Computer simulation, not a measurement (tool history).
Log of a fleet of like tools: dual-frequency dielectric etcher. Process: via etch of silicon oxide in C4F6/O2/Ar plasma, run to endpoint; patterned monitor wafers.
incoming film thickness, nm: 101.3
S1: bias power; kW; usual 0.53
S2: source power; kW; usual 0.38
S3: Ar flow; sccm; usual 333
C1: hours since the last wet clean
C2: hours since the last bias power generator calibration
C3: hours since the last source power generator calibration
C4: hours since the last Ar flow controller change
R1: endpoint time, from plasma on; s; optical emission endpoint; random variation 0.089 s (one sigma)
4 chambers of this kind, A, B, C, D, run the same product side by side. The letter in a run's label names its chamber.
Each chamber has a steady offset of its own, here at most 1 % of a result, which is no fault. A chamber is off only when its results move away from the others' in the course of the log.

| run | hour | S1 | S2 | S3 | C1 | C2 | C3 | C4 | R1 |
|---|---|---|---|---|---|---|---|---|---|
| 1D | 2.1 | 0.53 | 0.38 | 333 | 239.2 | 1250.3 | 527.1 | 628.9 | 22.562 |
| 2C | 6.6 | 0.53 | 0.38 | 333 | 283 | 749 | 1721.4 | 2561.4 | 22.448 |
| 3A | 11 | 0.53 | 0.38 | 333 | 108.4 | 3978.5 | 414.9 | 1199.6 | 22.641 |
| 4B | 14.5 | 0.53 | 0.38 | 333 | 470.9 | 380.8 | 747.4 | 588.7 | 22.53 |
| 5B | 17.6 | 0.53 | 0.38 | 333 | 474 | 383.9 | 750.5 | 591.8 | 22.444 |
| 6C | 20.1 | 0.53 | 0.38 | 333 | 296.5 | 762.5 | 1734.9 | 2574.9 | 22.268 |
| 7A | 22.5 | 0.53 | 0.38 | 333 | 119.9 | 3990 | 426.4 | 1211.1 | 22.361 |
| 8D | 26.5 | 0.59 | 0.38 | 262 | 263.6 | 1274.7 | 551.5 | 653.3 | 21.118 |
| 9C | 29.9 | 0.59 | 0.38 | 262 | 306.3 | 772.3 | 1744.7 | 2584.7 | 20.988 |
| 10B | 33 | 0.59 | 0.38 | 262 | 489.4 | 399.3 | 765.9 | 607.2 | 21.037 |
| 11A | 36.1 | 0.59 | 0.38 | 262 | 133.5 | 4003.6 | 440 | 1224.7 | 20.941 |
| 12D | 38.2 | 0.424 | 0.38 | 333 | 275.3 | 1286.4 | 563.2 | 665 | 24.649 |
| 13B | 40.6 | 0.424 | 0.38 | 333 | 497 | 406.9 | 773.5 | 614.8 | 24.337 |
| 14A | 42.9 | 0.424 | 0.38 | 333 | 140.3 | 4010.4 | 446.8 | 1231.5 | 24.568 |
| 15D | 47.4 | 0.424 | 0.38 | 333 | 284.5 | 1295.6 | 572.4 | 674.2 | 24.503 |
| 16C | 50.9 | 0.574 | 0.48 | 333 | 327.3 | 793.3 | 1765.7 | 2605.7 | 19.946 |
| 17C | 53 | 0.574 | 0.48 | 333 | 329.4 | 795.4 | 1767.8 | 2607.8 | 19.75 |
|  | 56.3 | chamber B: wet clean of the chamber |
| 18D | 57.6 | 0.574 | 0.48 | 333 | 294.7 | 1305.8 | 582.6 | 684.4 | 20.132 |
| 19B | 62.2 | 0.574 | 0.48 | 333 | 6 | 428.5 | 795.1 | 636.4 | 19.958 |
| 20A | 65.7 | 0.53 | 0.38 | 333 | 163.1 | 4033.2 | 469.6 | 1254.3 | 22.867 |
| 21A | 68.6 | 0.53 | 0.38 | 333 | 166 | 4036.1 | 472.5 | 1257.2 | 22.878 |
| 22C | 71.1 | 0.53 | 0.38 | 333 | 347.5 | 813.5 | 1785.9 | 2625.9 | 22.317 |
| 23B | 75.6 | 0.53 | 0.38 | 333 | 19.4 | 441.9 | 808.5 | 649.8 | 22.472 |
| 24D | 79.3 | 0.53 | 0.38 | 333 | 316.4 | 1327.5 | 604.3 | 706.1 | 22.479 |
| 25C | 83.2 | 0.53 | 0.38 | 333 | 359.6 | 825.6 | 1798 | 2638 | 22.086 |
| 26A | 87.6 | 0.53 | 0.38 | 333 | 185 | 4055.1 | 491.5 | 1276.2 | 22.839 |
| 27D | 92.3 | 0.53 | 0.38 | 333 | 329.4 | 1340.5 | 617.3 | 719.1 | 22.521 |
| 28B | 96.8 | 0.593 | 0.42 | 333 | 40.6 | 463.1 | 829.7 | 671 | 20.677 |
| 29D | 99.5 | 0.593 | 0.42 | 333 | 336.6 | 1347.7 | 624.5 | 726.3 | 20.891 |
| 30A | 103.4 | 0.593 | 0.42 | 333 | 200.8 | 4070.9 | 507.3 | 1292 | 21.338 |
| 31B | 106.1 | 0.593 | 0.42 | 333 | 49.9 | 472.4 | 839 | 680.3 | 20.737 |
| 32C | 109.9 | 0.53 | 0.38 | 333 | 386.3 | 852.3 | 1824.7 | 2664.7 | 22.345 |
| 33D | 112.8 | 0.53 | 0.34 | 333 | 349.9 | 1361 | 637.8 | 739.6 | 23.398 |
| 34C | 116.1 | 0.53 | 0.34 | 333 | 392.5 | 858.5 | 1830.9 | 2670.9 | 23.102 |
| 35B | 118.6 | 0.53 | 0.34 | 333 | 62.4 | 484.9 | 851.5 | 692.8 | 23.416 |
| 36A | 121.4 | 0.53 | 0.34 | 333 | 218.8 | 4088.9 | 525.3 | 1310 | 24.424 |
| 37B | 124.4 | 0.53 | 0.38 | 333 | 68.2 | 490.7 | 857.3 | 698.6 | 22.41 |
| 38A | 126.9 | 0.53 | 0.38 | 333 | 224.3 | 4094.4 | 530.8 | 1315.5 | 23.117 |
| 39C | 130.2 | 0.53 | 0.38 | 333 | 406.6 | 872.6 | 1845 | 2685 | 22.363 |
| 40D | 134.1 | 0.53 | 0.38 | 333 | 371.2 | 1382.3 | 659.1 | 760.9 | 22.53 |
| 41C | 137.4 | 0.53 | 0.38 | 333 | 413.8 | 879.8 | 1852.2 | 2692.2 | 22.305 |
| 42D | 141.2 | 0.53 | 0.38 | 333 | 378.3 | 1389.4 | 666.2 | 768 | 22.56 |
| 43B | 145.2 | 0.53 | 0.38 | 333 | 89 | 511.5 | 878.1 | 719.4 | 22.368 |

What goes on in this fleet: one chamber off, a drifting gauge, or nothing beyond the chambers' own small offsets? Name the chamber and the cause, if any.

Chamber A drifts away from the others.
Cause: etch rate under this chamber's usual, % = 4.2.

Here are 4 candidates for chamber A's next run, each the usual settings with a change, their results left as question marks. Which one brings its results back in line with what the others give on the usual settings?
In line means no further than this from the other chambers' mean on the usual settings: R1 0.31 s
| 44A-1 | 148.6 | 0.498 | 0.36 | 339 |  |  |  |  | ? |
| 44A-2 | 148.6 | 0.563 | 0.38 | 333 |  |  |  |  | ? |
| 44A-3 | 148.6 | 0.514 | 0.37 | 336 |  |  |  |  | ? |
| 44A-4 | 148.6 | 0.53 | 0.38 | 217 |  |  |  |  | ? |

The other chambers' mean on the usual settings: R1 22.426 s
| run | R1 |
|---|---|
| 44A-1 | 24.646 |
| 44A-2 | 23.005 |
| 44A-3 | 24.081 |
| 44A-4 | 22.444 |
44A-4 brings the chamber back in line.
